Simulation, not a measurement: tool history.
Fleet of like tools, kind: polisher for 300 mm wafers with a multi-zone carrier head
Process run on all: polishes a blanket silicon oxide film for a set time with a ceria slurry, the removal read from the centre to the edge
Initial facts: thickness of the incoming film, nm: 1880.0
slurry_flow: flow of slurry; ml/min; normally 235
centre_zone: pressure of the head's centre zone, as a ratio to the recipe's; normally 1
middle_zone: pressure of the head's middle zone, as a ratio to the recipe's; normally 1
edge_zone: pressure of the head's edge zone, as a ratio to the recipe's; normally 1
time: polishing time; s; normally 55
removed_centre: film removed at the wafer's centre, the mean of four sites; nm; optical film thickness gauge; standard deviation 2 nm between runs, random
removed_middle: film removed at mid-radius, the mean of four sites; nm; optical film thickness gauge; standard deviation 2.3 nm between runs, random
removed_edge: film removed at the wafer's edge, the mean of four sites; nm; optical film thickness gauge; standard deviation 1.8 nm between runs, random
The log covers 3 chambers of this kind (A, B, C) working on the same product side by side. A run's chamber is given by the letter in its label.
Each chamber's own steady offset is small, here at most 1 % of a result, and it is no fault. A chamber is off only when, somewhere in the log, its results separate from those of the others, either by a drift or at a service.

run,hour,slurry_flow,centre_zone,middle_zone,edge_zone,time,removed_centre,removed_middle,removed_edge
# hour 3.5: chamber B: worn pad replaced by a new one
1A,4.7,235,1,1,1,55,165.36,164.4,163.33
2C,9.1,235,1,1,1,55,164.98,159.88,160.84
3B,12.6,235,1,1,1,55,162.97,164.32,161.05
4B,15.7,235,1,1,1,55,163.77,161.23,161.29
5C,20.7,235,1,1,1,55,158.58,160.83,163.63
6A,26.3,235,1,1,1,55,161.61,164.25,168.1
7A,32.4,235,1,1,1,55,163.34,163,165.54
8C,36.2,235,1,1.07,1,55,164.26,175.93,161.79
9B,40,235,1,1.07,1,55,159.8,178.33,159.83
10A,43.3,235,1,1.07,1,55,159.35,173.4,164.59
11B,47.2,205,1,1,1,55,158.98,158.47,159.08
12C,50.4,205,1,1,1,55,158.77,161.61,164.51
13B,54.4,205,1,1,1,55,160.9,161.65,161.21
# hour 57.1: chamber A: worn pad replaced by a new one
14C,57.9,235,1,1,1,55,160.61,160.6,164.63
15A,62.9,235,1,1,1,55,164.36,164.8,165.24
# hour 63.6: chamber C: worn pad replaced by a new one
16B,67.8,235,1,1,1,55,164.75,162.71,165.82
# hour 68: chamber C: edge zone pressure recalibrated
17A,72.1,235,1,1,1,55,163.85,168.1,163.19
18C,74.9,235,1,1,1,55,160.47,161.26,162.5
19A,80.1,235,1,1,1,55,162.64,164.68,165.49
20B,85.7,235,1,1,1,55,163.41,158.8,162.42
21C,90.7,235,1,1,1,55,159.59,163.06,162.88
22C,95.4,205,1,1,1,71,204.02,202.87,208.12
23B,99.1,205,1,1,1,71,203.28,202.38,210.52
24A,103.4,205,1,1,1,71,204.17,206.36,204.83
25B,107.2,235,1,1,1,55,162.88,160.9,163.94
# hour 109.2: chamber B: worn pad replaced by a new one
26C,109.9,235,1,1,1,55,161.94,160.78,163.01
27A,115.8,235,1,1,1,55,162.33,167.34,166.54
# hour 120.1: chamber C: worn pad replaced by a new one
28A,120.1,235,1,1,1,55,161.07,161.12,162.15
# hour 120.5: chamber A: worn pad replaced by a new one
29C,125.8,235,1,1,1,55,157.94,166.75,162.7
30B,128.8,235,1,1,1,55,162.05,162.9,165.35
31B,133,235,1,1,1,55,163.03,167.63,164.49
32A,138.7,235,1,1,1,55,163.64,168.05,160.12
33C,144.4,235,1,1,1,55,161.2,162.02,158.26
34C,147.8,235,1,1,1,55,158.76,157.55,159.92
35A,152.8,235,1.09,1,1.09,55,177.61,161.91,168.65
36B,158,235,1.09,1,1.09,55,179.91,162.19,172.74
37A,163,235,1.09,1,1.09,55,178.83,164.03,169.97
38B,168.9,235,1,1,1,55,160.94,160.01,163.47
39C,172.1,235,1,1,1,55,166.14,164.93,165.16

For the next run the whole fleet of 3 chambers uses the same settings. Give each chamber's results:
40A,176.5,185,1,1,1,55,?,?,?
40B,176.5,185,1,1,1,55,?,?,?
40C,176.5,185,1,1,1,55,?,?,?

run,removed_centre,removed_middle,removed_edge
40A,155.73,158.34,160.25
40B,159.51,159.25,160.72
40C,155.47,155.18,156.73
